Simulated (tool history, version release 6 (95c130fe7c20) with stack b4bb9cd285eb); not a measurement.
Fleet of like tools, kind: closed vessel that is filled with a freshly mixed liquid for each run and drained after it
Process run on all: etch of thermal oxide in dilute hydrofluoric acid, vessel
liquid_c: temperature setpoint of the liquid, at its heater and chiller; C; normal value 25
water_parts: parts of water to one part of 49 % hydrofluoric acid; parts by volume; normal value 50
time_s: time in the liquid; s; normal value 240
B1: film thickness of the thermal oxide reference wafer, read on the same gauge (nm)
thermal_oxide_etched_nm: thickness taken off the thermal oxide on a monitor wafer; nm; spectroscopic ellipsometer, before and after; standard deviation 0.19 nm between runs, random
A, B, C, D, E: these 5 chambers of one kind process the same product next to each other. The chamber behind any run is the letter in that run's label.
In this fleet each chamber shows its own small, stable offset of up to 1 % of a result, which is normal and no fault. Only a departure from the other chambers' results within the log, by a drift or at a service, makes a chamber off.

Run 1A, day 0.271: usual settings; B1 120. Result: thermal_oxide_etched_nm 26.714 nm.
Run 2B, day 0.662: usual settings; B1 120.01. Result: thermal_oxide_etched_nm 26.757 nm.
Run 3C, day 0.996: usual settings; B1 119.99. Result: thermal_oxide_etched_nm 26.697 nm.
Run 4E, day 1.258: usual settings; B1 119.99. Result: thermal_oxide_etched_nm 27.037 nm.
Run 5D, day 1.571: usual settings but liquid_c 23 C, time_s 315 s; B1 120. Result: thermal_oxide_etched_nm 32.257 nm.
Run 6C, day 1.804: usual settings but liquid_c 23 C, time_s 315 s; B1 120. Result: thermal_oxide_etched_nm 32.393 nm.
Run 7A, day 2.154: usual settings but liquid_c 23 C, time_s 315 s; B1 120. Result: thermal_oxide_etched_nm 31.989 nm.
Run 8E, day 2.371: usual settings but liquid_c 23 C, time_s 315 s; B1 119.98. Result: thermal_oxide_etched_nm 32.235 nm.
Run 9B, day 2.746: usual settings but liquid_c 23 C, time_s 315 s; B1 120. Result: thermal_oxide_etched_nm 32.384 nm.
Run 10D, day 3.038: usual settings; B1 119.99. Result: thermal_oxide_etched_nm 26.9 nm.
Run 11A, day 3.3: usual settings; B1 120. Result: thermal_oxide_etched_nm 26.48 nm.
Run 12C, day 3.542: usual settings; B1 120.01. Result: thermal_oxide_etched_nm 26.759 nm.
Run 13B, day 3.733: usual settings; B1 119.99. Result: thermal_oxide_etched_nm 26.968 nm.
Run 14D, day 4.096: usual settings; B1 120.01. Result: thermal_oxide_etched_nm 26.731 nm.
Run 15E, day 4.488: usual settings; B1 120.01. Result: thermal_oxide_etched_nm 26.89 nm.
Run 16A, day 4.783: usual settings; B1 120.01. Result: thermal_oxide_etched_nm 26.595 nm.
Run 17B, day 5.192: usual settings but liquid_c 28 C, time_s 355 s; B1 119.98. Result: thermal_oxide_etched_nm 45.183 nm.
Run 18D, day 5.438: usual settings but liquid_c 28 C, time_s 355 s; B1 120. Result: thermal_oxide_etched_nm 44.825 nm.
Run 19C, day 5.779: usual settings but liquid_c 28 C, time_s 355 s; B1 120.01. Result: thermal_oxide_etched_nm 44.482 nm.
Run 20E, day 5.971: usual settings but liquid_c 28 C, time_s 355 s; B1 119.99. Result: thermal_oxide_etched_nm 45.213 nm.
Run 21E, day 6.188: usual settings but liquid_c 28 C, time_s 355 s; B1 120. Result: thermal_oxide_etched_nm 45.413 nm.
At day 6.279: chamber B: hydrofluoric acid flow meter replaced.
Run 22B, day 6.558: usual settings; B1 120. Result: thermal_oxide_etched_nm 26.795 nm.
Run 23D, day 6.854: usual settings; B1 120.01. Result: thermal_oxide_etched_nm 26.938 nm.
Run 24C, day 7.083: usual settings; B1 120.01. Result: thermal_oxide_etched_nm 26.769 nm.
Run 25A, day 7.454: usual settings; B1 120. Result: thermal_oxide_etched_nm 26.649 nm.
Run 26A, day 7.679: usual settings; B1 120. Result: thermal_oxide_etched_nm 26.614 nm.
Run 27C, day 7.979: usual settings; B1 120. Result: thermal_oxide_etched_nm 26.455 nm.
Run 28D, day 8.3: usual settings; B1 120.01. Result: thermal_oxide_etched_nm 26.5 nm.
Run 29E, day 8.65: usual settings; B1 120. Result: thermal_oxide_etched_nm 26.833 nm.
Run 30B, day 8.871: usual settings; B1 120.01. Result: thermal_oxide_etched_nm 26.812 nm.
Run 31A, day 9.083: usual settings; B1 120.01. Result: thermal_oxide_etched_nm 26.092 nm.

Is one chamber off against the others, does the gauge drift, or is nothing wrong? If a chamber is off, say which, and what the likeliest cause is.

All chambers stay in line apart from their small fixed offsets, and the gauge does not drift.

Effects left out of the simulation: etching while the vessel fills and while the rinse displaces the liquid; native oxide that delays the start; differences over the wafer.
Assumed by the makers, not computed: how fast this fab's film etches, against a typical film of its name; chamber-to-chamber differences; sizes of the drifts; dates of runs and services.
